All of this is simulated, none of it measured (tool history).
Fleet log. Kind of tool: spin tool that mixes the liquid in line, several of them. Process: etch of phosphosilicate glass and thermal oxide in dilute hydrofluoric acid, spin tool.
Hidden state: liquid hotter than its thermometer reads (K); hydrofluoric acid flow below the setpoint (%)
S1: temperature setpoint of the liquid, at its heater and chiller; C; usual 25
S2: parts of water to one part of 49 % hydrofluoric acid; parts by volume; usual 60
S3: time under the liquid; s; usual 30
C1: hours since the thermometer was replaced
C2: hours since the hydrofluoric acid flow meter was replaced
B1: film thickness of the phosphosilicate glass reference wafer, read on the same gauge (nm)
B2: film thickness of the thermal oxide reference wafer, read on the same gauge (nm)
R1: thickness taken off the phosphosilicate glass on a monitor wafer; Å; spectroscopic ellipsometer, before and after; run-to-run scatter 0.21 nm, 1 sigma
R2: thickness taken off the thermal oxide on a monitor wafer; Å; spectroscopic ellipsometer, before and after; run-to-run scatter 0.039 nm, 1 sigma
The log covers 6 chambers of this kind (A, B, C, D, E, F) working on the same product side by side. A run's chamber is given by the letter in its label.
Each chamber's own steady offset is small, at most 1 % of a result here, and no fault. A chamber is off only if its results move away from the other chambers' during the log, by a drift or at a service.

Run 1A, hour 12.2: usual settings; C1 906.5; C2 536.5; B1 90.009; B2 60.016. Result: R1 434.26 Å, R2 27.219 Å.
Run 2D, hour 18.9: usual settings; C1 809.1; C2 321.4; B1 90.013; B2 60.031. Result: R1 436.27 Å, R2 26.616 Å.
Run 3E, hour 29.5: usual settings; C1 204.8; C2 652.3; B1 90.028; B2 59.98. Result: R1 437.59 Å, R2 27.217 Å.
Run 4F, hour 36.4: usual settings; C1 1388.5; C2 252.3; B1 90.034; B2 60.016. Result: R1 438.4 Å, R2 27.03 Å.
Run 5B, hour 46: usual settings but S2 50 parts by volume, S3 45 s; C1 2296.4; C2 1311; B1 90.018; B2 59.987. Result: R1 796 Å, R2 49.858 Å.
Run 6C, hour 55.9: usual settings but S2 50 parts by volume, S3 45 s; C1 598.4; C2 162.4; B1 90.055; B2 59.972. Result: R1 796.44 Å, R2 47.477 Å.
Run 7B, hour 69.1: usual settings but S2 50 parts by volume, S3 45 s; C1 2319.5; C2 1334.1; B1 89.985; B2 60.01. Result: R1 796.84 Å, R2 48.255 Å.
Run 8C, hour 76.2: usual settings but S2 50 parts by volume, S3 45 s; C1 618.7; C2 182.7; B1 90.033; B2 59.982. Result: R1 796.8 Å, R2 50.052 Å.
Run 9A, hour 87.2: usual settings but S2 50 parts by volume, S3 45 s; C1 981.5; C2 611.5; B1 89.981; B2 59.993. Result: R1 792.19 Å, R2 50.167 Å.
Run 10D, hour 94.7: usual settings but S2 50 parts by volume, S3 45 s; C1 884.9; C2 397.2; B1 89.965; B2 59.986. Result: R1 791.1 Å, R2 49.129 Å.
At hour 98.2: chamber A: hydrofluoric acid flow meter replaced.
Run 11E, hour 108.3: usual settings but S1 26.5 C, S2 70 parts by volume; C1 283.6; C2 731.1; B1 90.018; B2 59.982. Result: R1 388.49 Å, R2 24.242 Å.
Run 12F, hour 115.8: usual settings but S1 26.5 C, S2 70 parts by volume; C1 1467.9; C2 331.7; B1 90.009; B2 60.026. Result: R1 398.85 Å, R2 23.788 Å.
Run 13F, hour 123.2: usual settings but S1 26.5 C, S2 70 parts by volume; C1 1475.3; C2 339.1; B1 90.003; B2 59.976. Result: R1 395.35 Å, R2 24.454 Å.
Run 14D, hour 134.5: usual settings but S1 26.5 C, S2 70 parts by volume; C1 924.7; C2 437; B1 90.016; B2 60.027. Result: R1 392.99 Å, R2 23.867 Å.
Run 15E, hour 144.3: usual settings but S1 26.5 C, S2 70 parts by volume; C1 319.6; C2 767.1; B1 90.002; B2 60.004. Result: R1 387.32 Å, R2 23.867 Å.
At hour 155.6: chamber D: hydrofluoric acid flow meter replaced.
Run 16A, hour 155.6: usual settings but S1 26.5 C, S2 70 parts by volume; C1 1049.9; C2 57.4; B1 90.008; B2 60.023. Result: R1 389.8 Å, R2 23.717 Å.
Run 17C, hour 167.1: usual settings; C1 709.6; C2 273.6; B1 90.002; B2 59.985. Result: R1 440.08 Å, R2 26.944 Å.
Run 18B, hour 174.2: usual settings; C1 2424.6; C2 1439.2; B1 90.014; B2 59.954. Result: R1 435.1 Å, R2 26.936 Å.
Run 19F, hour 188.7: usual settings; C1 1540.8; C2 404.6; B1 89.985; B2 60.035. Result: R1 439.05 Å, R2 26.256 Å.
Run 20A, hour 201.4: usual settings; C1 1095.7; C2 103.2; B1 89.965; B2 59.996. Result: R1 436.91 Å, R2 26.534 Å.
Run 21C, hour 212.8: usual settings; C1 755.3; C2 319.3; B1 90; B2 60.015. Result: R1 440.08 Å, R2 27.552 Å.
Run 22E, hour 224.8: usual settings; C1 400.1; C2 847.6; B1 90.032; B2 59.966. Result: R1 434.36 Å, R2 26.209 Å.
Run 23D, hour 235.2: usual settings; C1 1025.4; C2 79.6; B1 89.987; B2 59.957. Result: R1 438.05 Å, R2 26.308 Å.
Run 24B, hour 242.5: usual settings; C1 2492.9; C2 1507.5; B1 90.005; B2 59.958. Result: R1 430.99 Å, R2 27.031 Å.
Run 25A, hour 250.7: usual settings; C1 1145; C2 152.5; B1 89.972; B2 59.991. Result: R1 433.57 Å, R2 27.161 Å.
Run 26C, hour 259.1: usual settings; C1 801.6; C2 365.6; B1 90.007; B2 59.957. Result: R1 433.69 Å, R2 26.411 Å.
Run 27D, hour 265.8: usual settings; C1 1056; C2 110.2; B1 89.993; B2 59.999. Result: R1 436.47 Å, R2 26.735 Å.
Run 28F, hour 279.8: usual settings; C1 1631.9; C2 495.7; B1 90.046; B2 59.995. Result: R1 437.41 Å, R2 26.91 Å.
Run 29B, hour 290.7: usual settings; C1 2541.1; C2 1555.7; B1 89.988; B2 59.999. Result: R1 432.83 Å, R2 26.204 Å.
Run 30E, hour 297.5: usual settings; C1 472.8; C2 920.3; B1 89.97; B2 59.991. Result: R1 431.92 Å, R2 27.484 Å.
Run 31D, hour 307.8: usual settings; C1 1098; C2 152.2; B1 89.99; B2 59.996. Result: R1 434.25 Å, R2 27.067 Å.
Run 32C, hour 318: usual settings; C1 860.5; C2 424.5; B1 89.986; B2 59.969. Result: R1 436.35 Å, R2 27.115 Å.
Run 33B, hour 325.6: usual settings; C1 2576; C2 1590.6; B1 90.001; B2 59.964. Result: R1 435.81 Å, R2 26.756 Å.
Run 34E, hour 338: usual settings; C1 513.3; C2 960.8; B1 90.015; B2 59.975. Result: R1 434.94 Å, R2 27.548 Å.
Run 35F, hour 349.8: usual settings; C1 1701.9; C2 565.7; B1 89.982; B2 60.001. Result: R1 441.55 Å, R2 26.705 Å.
Run 36A, hour 358.7: usual settings; C1 1253; C2 260.5; B1 89.985; B2 59.979. Result: R1 435.11 Å, R2 26.907 Å.
Run 37A, hour 366.1: usual settings; C1 1260.4; C2 267.9; B1 90.047; B2 59.964. Result: R1 434.93 Å, R2 27.529 Å.
Run 38C, hour 379: usual settings but S1 21 C; C1 921.5; C2 485.5; B1 90.021; B2 59.982. Result: R1 372.11 Å, R2 22.66 Å.
Run 39D, hour 392.3: usual settings but S1 21 C; C1 1182.5; C2 236.7; B1 89.993; B2 60.043. Result: R1 370.79 Å, R2 23.097 Å.

Does one chamber stand apart from the rest, does the shared gauge drift, or is all well apart from small per-chamber offsets? Give the chamber and the most likely cause, where there is one.

The fleet is healthy, with each chamber sitting at its usual small offset and no drift in the gauge.

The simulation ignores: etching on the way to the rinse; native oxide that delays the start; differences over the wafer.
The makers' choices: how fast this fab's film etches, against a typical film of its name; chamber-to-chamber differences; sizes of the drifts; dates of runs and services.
